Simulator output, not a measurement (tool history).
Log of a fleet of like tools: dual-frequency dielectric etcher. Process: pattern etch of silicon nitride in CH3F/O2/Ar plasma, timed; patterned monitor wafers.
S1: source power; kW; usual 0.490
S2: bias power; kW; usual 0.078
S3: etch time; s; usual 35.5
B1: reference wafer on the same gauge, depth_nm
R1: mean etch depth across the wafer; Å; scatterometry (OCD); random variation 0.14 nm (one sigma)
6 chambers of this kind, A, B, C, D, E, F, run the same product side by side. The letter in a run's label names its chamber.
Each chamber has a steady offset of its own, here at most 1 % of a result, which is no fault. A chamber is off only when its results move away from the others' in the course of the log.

| run | hour | S1 | S2 | S3 | B1 | R1 |
|---|---|---|---|---|---|---|
| 1A | 5.7 | 0.490 | 0.078 | 35.5 | 23.695 | 277.15 |
| 2C | 11.9 | 0.490 | 0.078 | 35.5 | 23.694 | 278.61 |
| 3D | 16.1 | 0.490 | 0.078 | 35.5 | 23.690 | 278.99 |
| 4F | 22.6 | 0.490 | 0.078 | 35.5 | 23.700 | 275.29 |
| 5E | 28.0 | 0.490 | 0.078 | 35.5 | 23.708 | 278.42 |
|  | 33.9 | chamber B: source power generator calibrated |
| 6B | 34.0 | 0.490 | 0.078 | 35.5 | 23.658 | 276.30 |
| 7F | 38.0 | 0.490 | 0.078 | 35.5 | 23.648 | 274.52 |
|  | 43.0 | chamber E: wet clean of the chamber |
| 8E | 44.5 | 0.490 | 0.078 | 35.5 | 23.692 | 277.35 |
| 9A | 50.1 | 0.380 | 0.078 | 35.5 | 23.708 | 251.06 |
| 10B | 54.4 | 0.380 | 0.078 | 35.5 | 23.679 | 251.05 |
| 11D | 59.6 | 0.380 | 0.078 | 35.5 | 23.694 | 252.49 |
| 12C | 66.6 | 0.380 | 0.078 | 35.5 | 23.684 | 253.02 |
| 13A | 71.0 | 0.380 | 0.078 | 35.5 | 23.701 | 252.83 |
| 14E | 76.2 | 0.380 | 0.078 | 35.5 | 23.704 | 252.14 |
| 15C | 80.7 | 0.490 | 0.078 | 35.5 | 23.702 | 278.72 |
| 16D | 86.8 | 0.490 | 0.078 | 35.5 | 23.684 | 276.30 |
| 17B | 90.7 | 0.490 | 0.078 | 35.5 | 23.704 | 275.06 |
| 18F | 94.4 | 0.490 | 0.078 | 35.5 | 23.714 | 274.96 |
| 19C | 102.2 | 0.490 | 0.078 | 35.5 | 23.686 | 277.20 |
|  | 102.3 | chamber F: source power generator calibrated |
| 20D | 107.6 | 0.490 | 0.078 | 35.5 | 23.695 | 277.17 |
| 21F | 114.1 | 0.490 | 0.078 | 35.5 | 23.702 | 277.59 |
| 22A | 121.9 | 0.490 | 0.078 | 35.5 | 23.700 | 273.45 |
| 23E | 129.8 | 0.490 | 0.078 | 35.5 | 23.685 | 277.25 |
| 24B | 133.7 | 0.490 | 0.078 | 35.5 | 23.715 | 277.86 |
| 25A | 139.5 | 0.490 | 0.078 | 40.0 | 23.687 | 306.79 |
| 26F | 146.6 | 0.490 | 0.078 | 40.0 | 23.710 | 310.03 |
| 27E | 150.5 | 0.490 | 0.078 | 40.0 | 23.683 | 313.07 |
| 28B | 157.0 | 0.490 | 0.078 | 40.0 | 23.723 | 309.72 |
| 29C | 162.3 | 0.490 | 0.078 | 40.0 | 23.681 | 313.45 |
| 30D | 167.1 | 0.490 | 0.078 | 40.0 | 23.695 | 313.43 |
| 31F | 175.4 | 0.490 | 0.078 | 35.5 | 23.692 | 278.63 |
| 32D | 180.1 | 0.490 | 0.078 | 35.5 | 23.711 | 275.43 |
| 33A | 185.9 | 0.490 | 0.078 | 35.5 | 23.724 | 273.10 |
| 34C | 194.1 | 0.490 | 0.078 | 35.5 | 23.703 | 277.38 |
| 35B | 201.6 | 0.490 | 0.078 | 35.5 | 23.684 | 275.87 |
| 36E | 209.3 | 0.390 | 0.078 | 35.5 | 23.703 | 256.09 |
| 37F | 217.4 | 0.390 | 0.078 | 35.5 | 23.712 | 251.47 |
| 38A | 224.5 | 0.390 | 0.078 | 35.5 | 23.730 | 246.94 |
| 39C | 231.4 | 0.390 | 0.078 | 35.5 | 23.685 | 253.42 |
| 40B | 235.3 | 0.390 | 0.078 | 35.5 | 23.683 | 251.91 |
| 41E | 241.6 | 0.390 | 0.078 | 35.5 | 23.710 | 254.58 |
| 42D | 247.7 | 0.490 | 0.078 | 35.5 | 23.685 | 275.12 |
| 43E | 253.0 | 0.490 | 0.078 | 35.5 | 23.693 | 279.62 |
| 44A | 257.3 | 0.490 | 0.078 | 35.5 | 23.674 | 267.74 |

All 6 chambers run these settings next. Forecast each chamber's results:
| 45A | 263.3 | 0.490 | 0.065 | 35.5 |  | ? |
| 45B | 263.3 | 0.490 | 0.065 | 35.5 |  | ? |
| 45C | 263.3 | 0.490 | 0.065 | 35.5 |  | ? |
| 45D | 263.3 | 0.490 | 0.065 | 35.5 |  | ? |
| 45E | 263.3 | 0.490 | 0.065 | 35.5 |  | ? |
| 45F | 263.3 | 0.490 | 0.065 | 35.5 |  | ? |

| run | R1 |
|---|---|
| 45A | 248.73 |
| 45B | 258.64 |
| 45C | 258.58 |
| 45D | 258.91 |
| 45E | 260.00 |
| 45F | 258.32 |
